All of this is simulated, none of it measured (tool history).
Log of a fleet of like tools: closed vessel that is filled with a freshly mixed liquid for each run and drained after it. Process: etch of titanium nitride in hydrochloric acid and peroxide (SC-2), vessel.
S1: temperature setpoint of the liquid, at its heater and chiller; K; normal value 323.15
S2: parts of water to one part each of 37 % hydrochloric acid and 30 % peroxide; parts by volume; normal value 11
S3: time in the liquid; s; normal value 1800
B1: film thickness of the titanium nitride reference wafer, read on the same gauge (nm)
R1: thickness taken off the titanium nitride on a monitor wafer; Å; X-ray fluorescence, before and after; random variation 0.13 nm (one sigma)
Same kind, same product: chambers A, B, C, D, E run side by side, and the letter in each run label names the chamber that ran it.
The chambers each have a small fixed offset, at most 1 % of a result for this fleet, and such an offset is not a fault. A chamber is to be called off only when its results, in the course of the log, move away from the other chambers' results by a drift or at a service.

| run | day | S1 | S2 | S3 | B1 | R1 |
|---|---|---|---|---|---|---|
| 1B | 0.146 | 323.15 | 11 | 1800 | 79.985 | 230.62 |
|  | 0.162 | chamber E: new drum of peroxide connected |
| 2A | 0.379 | 323.15 | 11 | 1800 | 79.986 | 233.62 |
| 3D | 0.567 | 323.15 | 11 | 1800 | 79.99 | 228.17 |
| 4C | 0.8 | 323.15 | 11 | 1800 | 79.976 | 231 |
| 5E | 1.021 | 323.15 | 11 | 1800 | 79.988 | 230.04 |
| 6C | 1.25 | 323.15 | 11 | 1800 | 79.996 | 229.89 |
| 7E | 1.438 | 323.15 | 11 | 1800 | 80.011 | 226.49 |
| 8B | 1.667 | 323.15 | 11 | 1800 | 79.994 | 229.2 |
|  | 1.746 | chamber D: new drum of peroxide connected |
| 9A | 1.804 | 323.15 | 11 | 1800 | 79.991 | 234.98 |
| 10D | 1.971 | 323.15 | 11 | 1800 | 79.986 | 229.14 |
| 11A | 2.142 | 323.15 | 11 | 1800 | 80.03 | 233.28 |
| 12B | 2.312 | 323.15 | 11 | 1800 | 80.011 | 231.65 |
| 13C | 2.512 | 323.15 | 11 | 1800 | 80.005 | 229.57 |
|  | 2.654 | chamber A: thermometer replaced |
| 14E | 2.654 | 323.15 | 11 | 1800 | 79.99 | 221.05 |
| 15D | 2.896 | 323.15 | 11 | 1800 | 79.991 | 229.82 |
| 16E | 3.175 | 323.15 | 11 | 1800 | 80.007 | 224.65 |
| 17B | 3.425 | 323.15 | 11 | 1800 | 80.001 | 230.87 |
| 18C | 3.567 | 323.15 | 11 | 1800 | 80.02 | 228.52 |
| 19A | 3.838 | 323.15 | 15.5 | 2825 | 80.051 | 271.29 |
|  | 3.908 | chamber D: chemicals flow meter replaced |
| 20D | 3.983 | 323.15 | 15.5 | 2825 | 79.959 | 266.02 |
| 21A | 4.25 | 323.15 | 15.5 | 2825 | 79.985 | 269.23 |
| 22D | 4.433 | 323.15 | 15.5 | 2825 | 79.984 | 268.53 |
| 23E | 4.596 | 323.15 | 15.5 | 2825 | 79.962 | 252.8 |
| 24B | 4.825 | 323.15 | 11 | 1800 | 80.003 | 230.8 |
| 25C | 4.979 | 323.15 | 15 | 2330 | 80.033 | 229.02 |
| 26E | 5.217 | 323.15 | 15 | 2330 | 80.033 | 213.14 |
|  | 5.304 | chamber C: new drum of peroxide connected |
| 27B | 5.479 | 323.15 | 15 | 2330 | 80.006 | 229.79 |
| 28A | 5.617 | 323.15 | 15 | 2330 | 79.993 | 228.81 |
| 29D | 5.904 | 323.15 | 15 | 2330 | 79.984 | 228.64 |
| 30C | 6.133 | 323.15 | 11 | 1800 | 80.032 | 228.7 |

For the next run the whole fleet of 5 chambers uses the same settings. Give each chamber's results:
| 31A | 6.354 | 323.15 | 11 | 1800 |  | ? |
| 31B | 6.354 | 323.15 | 11 | 1800 |  | ? |
| 31C | 6.354 | 323.15 | 11 | 1800 |  | ? |
| 31D | 6.354 | 323.15 | 11 | 1800 |  | ? |
| 31E | 6.354 | 323.15 | 11 | 1800 |  | ? |

| run | R1 |
|---|---|
| 31A | 230.54 |
| 31B | 230.82 |
| 31C | 230.4 |
| 31D | 229.41 |
| 31E | 211.51 |
